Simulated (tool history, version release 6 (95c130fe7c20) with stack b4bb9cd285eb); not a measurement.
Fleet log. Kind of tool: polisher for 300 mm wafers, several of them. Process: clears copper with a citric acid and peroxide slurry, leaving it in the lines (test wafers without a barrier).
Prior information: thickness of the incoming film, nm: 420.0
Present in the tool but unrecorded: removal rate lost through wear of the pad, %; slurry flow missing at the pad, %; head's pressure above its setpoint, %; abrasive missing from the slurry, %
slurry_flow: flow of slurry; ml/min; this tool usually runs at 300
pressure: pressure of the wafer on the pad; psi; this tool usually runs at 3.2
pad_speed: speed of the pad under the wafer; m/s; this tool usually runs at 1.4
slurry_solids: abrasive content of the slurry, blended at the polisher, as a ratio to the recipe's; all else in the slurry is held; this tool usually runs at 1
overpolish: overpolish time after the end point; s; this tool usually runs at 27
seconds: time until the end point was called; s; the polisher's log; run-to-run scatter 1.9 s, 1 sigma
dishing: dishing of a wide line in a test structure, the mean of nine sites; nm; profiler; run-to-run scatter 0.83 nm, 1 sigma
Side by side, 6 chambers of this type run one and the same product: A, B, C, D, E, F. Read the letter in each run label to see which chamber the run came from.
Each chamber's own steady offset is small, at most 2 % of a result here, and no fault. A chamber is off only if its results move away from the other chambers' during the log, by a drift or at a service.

run   hour  slurry_flow  pressure  pad_speed  slurry_solids  overpolish  wafers polished on this pad  hours since the slurry nozzle was cleaned  hours since the head pressure was calibrated  hours since the slurry blender was calibrated  seconds  dishing
 1D    4.4          300       3.2        1.4              1          27                         1346                                      227.4                                           8.1                                          246.8   148.81   40.243
       4.6  -- chamber F: worn pad replaced by a new one
 2C    6.6          300       3.2        1.4              1          27                          198                                       62.4                                          1110                                          263.7    150.1   39.335
       7.8  -- chamber F: slurry nozzle cleaned
         8  -- chamber A: slurry blender recalibrated
 3B     11          300       3.2        1.4              1          27                          123                                      111.9                                         444.7                                          128.3   149.21   40.521
      12.8  -- chamber A: worn pad replaced by a new one
 4F   13.8          300       3.2        1.4              1          27                           78                                        6.1                                         802.6                                          169.3   148.75   42.036
      15.4  -- chamber D: worn pad replaced by a new one
      15.5  -- chamber E: worn pad replaced by a new one
 5A   17.1          300       3.2        1.4              1          27                           36                                      390.8                                         444.4                                            9.1   146.38   41.749
 6E   19.9          300       3.2        1.4              1          27                           37                                        275                                         550.5                                           44.4    147.8    40.17
 7C   23.5          300       3.2        1.4              1          27                          341                                       79.3                                        1126.9                                          280.6   153.51   40.182
 8F   28.2          300       3.2        1.4              1          27                          200                                       20.5                                           817                                          183.7   147.93   40.396
 9E   33.1          300       3.2        1.4              1          27                          149                                      288.2                                         563.7                                           57.6   146.75   40.018
10B   35.5          300       3.2       1.54              1          27                          331                                      136.4                                         469.2                                          152.8    132.6   42.173
11A   39.4          300       3.2       1.54              1          27                          226                                      413.1                                         466.7                                           31.4    135.9   43.072
        40  -- chamber E: slurry nozzle cleaned
      41.5  -- chamber C: worn pad replaced by a new one
12D   43.6          300       3.2       1.54              1          27                          239                                      266.6                                          47.3                                            286   135.92   43.337
13A   46.7          300       3.2       1.54              1          27                          287                                      420.4                                           474                                           38.7   137.04   41.551
14E   49.5          300       3.2       1.54              1          27                          288                                        9.5                                         580.1                                             74   131.27   45.035
15D   51.9          300       3.2       1.54              1          27                          309                                      274.9                                          55.6                                          294.3   135.13    44.15
16C   56.7          300       3.2        1.4              1          27                          129                                      112.5                                        1160.1                                          313.8   147.27   39.695
17B   59.1          340       3.2       1.82              1          27                          532                                        160                                         492.8                                          176.4   114.59   47.189
      63.5  -- chamber B: worn pad replaced by a new one
18F   63.9          340       3.2       1.82              1          27                          503                                       56.2                                         852.7                                          219.4   114.26   48.134
      65.9  -- chamber F: worn pad replaced by a new one
19F   66.9          340       3.2       1.82              1          27                            8                                       59.2                                         855.7                                          222.4   112.07   47.931
20E   70.3          340       3.2       1.82              1          27                          465                                       30.3                                         600.9                                           94.8   109.93   49.172
21B   73.7          340       3.2       1.82              1          27                           86                                      174.6                                         507.4                                            191    113.2   47.931
22A   76.6          340       3.2       1.82              1          27                          541                                      450.3                                         503.9                                           68.6   115.63   48.336
23D   79.3          300       3.2        1.4              1          27                          542                                      302.3                                            83                                          321.7   147.74   40.069
24C   82.8          300       3.6        1.4              1          19                          350                                      138.6                                        1186.2                                          339.9   133.81   33.415
25B   86.1          300       3.6        1.4              1          19                          191                                        187                                         519.8                                          203.4   129.97   35.969
26C   89.4          300       3.6        1.4              1          19                          406                                      145.2                                        1192.8                                          346.5   131.13   34.103
27F   94.3          300       3.6        1.4              1          19                          241                                       86.6                                         883.1                                          249.8   129.97   35.501
      97.3  -- chamber D: slurry nozzle cleaned
28E     99          300       3.6        1.4              1          19                          708                                         59                                         629.6                                          123.5   128.22   37.641
       102  -- chamber C: worn pad replaced by a new one
     102.5  -- chamber E: worn pad replaced by a new one
       103  -- chamber F: slurry blender recalibrated
29D    103          300       3.6        1.4              1          19                          743                                        5.7                                         106.7                                          345.4   134.33   35.208
     106.9  -- chamber C: head pressure recalibrated
30A  107.4          300       3.2        1.4              1          27                          803                                      481.1                                         534.7                                           99.4   149.54   40.211
31B  110.6          300       3.2        1.4              1          27                          399                                      211.5                                         544.3                                          227.9   149.84    41.91
32C  114.2          300       3.2        1.4              1          27                          104                                        170                                           7.4                                          371.3   146.43   40.439
33E  117.5          300       3.2        1.4              1          27                          128                                       77.5                                         648.1                                            142   141.02   42.861
34D  120.5          300       3.2        1.4              1          27                          892                                       23.2                                         124.2                                          362.9   147.08   40.233
       124  -- chamber A: worn pad replaced by a new one
35A  124.5          300       3.2        1.4              1          27                            4                                      498.2                                         551.8                                          116.5   151.15   40.589
36F  127.9          300       3.2        1.4              1          27                          526                                      120.2                                         916.7                                             25   148.25   41.518
37A  132.1          300       3.2        1.4              1          27                           69                                      505.8                                         559.4                                          124.1   146.55   40.052
38C  135.8          300       3.2        1.4              1          27                          287                                      191.6                                            29                                          392.9   149.43   39.528
     137.8  -- chamber F: worn pad replaced by a new one
       140  -- chamber B: worn pad replaced by a new one
39F  140.6          300       3.2        1.4              1          27                           24                                      132.9                                         929.4                                           37.7    149.4   41.408
40B  143.2          300       3.2        1.4              1          27                           27                                      244.1                                         576.9                                          260.5   147.01   40.654
41E  147.6          240       3.2        1.4              1          27                          383                                      107.6                                         678.2                                          172.1   141.11   42.328

One chamber off, gauge drift, or nothing amiss beyond the chambers' own small offsets? If it is a chamber, which one, and what is the likeliest cause?

Little by little, chamber E moves away from the other chambers.
Most likely cause: head's pressure above its setpoint, % = 7.99.

Below are 4 candidate recipes for chamber E's next run, each the usual settings with a change, their results shown as question marks. Which of them brings E's results back in line with what the other chambers give on the usual settings?
Counts as in line when no further than this from what the other chambers average on the usual settings: seconds 6.7 s; dishing 2.9 nm
42E-1  151.2          300       3.1       1.34              1          26                                                                                                                                                                             ?        ?
42E-2  151.2          300       3.3       1.46              1          28                                                                                                                                                                             ?        ?
42E-3  151.2          300       2.9        1.3              1          26                                                                                                                                                                             ?        ?
42E-4  151.2          300       3.5        1.5              1          28                                                                                                                                                                             ?        ?

Average result of the remaining chambers running the usual settings: seconds 148.82 s; dishing 40.486 nm
  run  seconds  dishing
42E-1    147.8   40.161
42E-2   127.61    46.11
42E-3   162.59   37.562
42E-4   117.24   48.589
With 42E-1, the chamber falls back in line with the rest.

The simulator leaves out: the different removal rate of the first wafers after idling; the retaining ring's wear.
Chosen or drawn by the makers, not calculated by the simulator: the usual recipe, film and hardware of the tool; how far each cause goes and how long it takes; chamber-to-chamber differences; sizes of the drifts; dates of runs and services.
